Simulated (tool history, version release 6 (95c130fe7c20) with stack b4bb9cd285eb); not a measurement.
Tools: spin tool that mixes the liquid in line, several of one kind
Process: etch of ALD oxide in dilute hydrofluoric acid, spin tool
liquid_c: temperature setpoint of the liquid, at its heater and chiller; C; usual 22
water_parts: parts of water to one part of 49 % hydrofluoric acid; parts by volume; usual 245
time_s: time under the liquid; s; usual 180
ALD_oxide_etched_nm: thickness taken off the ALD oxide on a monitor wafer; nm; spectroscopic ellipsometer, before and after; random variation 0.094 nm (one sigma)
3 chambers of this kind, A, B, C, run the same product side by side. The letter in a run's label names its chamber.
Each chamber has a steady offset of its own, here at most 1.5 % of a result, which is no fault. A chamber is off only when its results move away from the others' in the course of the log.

run,day,liquid_c,water_parts,time_s,hours since the thermometer was replaced,hours since the hydrofluoric acid flow meter was replaced,"read-back film thickness of the ALD oxide reference wafer, read on the same gauge (nm)",ALD_oxide_etched_nm
1A,0.162,22,245,180,1002.9,711.2,79.997,9.7945
2B,0.333,22,245,180,900.3,676.5,80.035,9.6409
3C,0.546,22,245,180,329.8,310.9,80.030,9.7692
4B,0.721,22,245,180,909.6,685.8,79.970,9.7668
5A,1.008,22,245,180,1023.2,731.5,80.009,9.5438
6C,1.283,22,245,180,347.5,328.6,80.004,9.7475
7C,1.525,22,245,180,353.3,334.4,79.974,9.6679
8A,1.667,22,245,180,1039.0,747.3,80.002,9.4276
9B,1.879,22,245,180,937.4,713.6,79.971,9.7961
10C,2.096,22,245,180,367.0,348.1,80.013,9.7337
11B,2.312,22,245,180,947.8,724.0,80.014,9.6964
12A,2.492,22,245,180,1058.8,767.1,80.002,9.3546
13C,2.762,22,245,180,383.0,364.1,80.013,9.8602
14A,3.038,22,245,180,1071.9,780.2,79.982,9.4368
15B,3.267,22,245,180,970.7,746.9,79.991,9.7550
16B,3.475,22,245,180,975.7,751.9,80.013,9.6179
17C,3.683,22,245,180,405.1,386.2,80.004,9.6706
18A,3.829,22,245,180,1090.9,799.2,80.008,9.2283
19C,4.117,22,245,180,415.5,396.6,80.047,9.9967
20B,4.371,22,245,180,997.2,773.4,80.005,9.7429
21A,4.608,22,245,180,1109.6,817.9,79.999,9.0500
22B,4.817,22,245,180,1007.9,784.1,80.012,9.7180
23C,4.958,22,245,180,435.7,416.8,80.003,9.7650
24A,5.162,22,245,180,1122.9,831.2,80.006,8.9096

Next, every chamber runs the same settings. What will each give?
25A,5.383,18,245,180,,,,?
25B,5.383,18,245,180,,,,?
25C,5.383,18,245,180,,,,?

run,ALD_oxide_etched_nm
25A,7.7545
25B,8.3918
25C,8.1920

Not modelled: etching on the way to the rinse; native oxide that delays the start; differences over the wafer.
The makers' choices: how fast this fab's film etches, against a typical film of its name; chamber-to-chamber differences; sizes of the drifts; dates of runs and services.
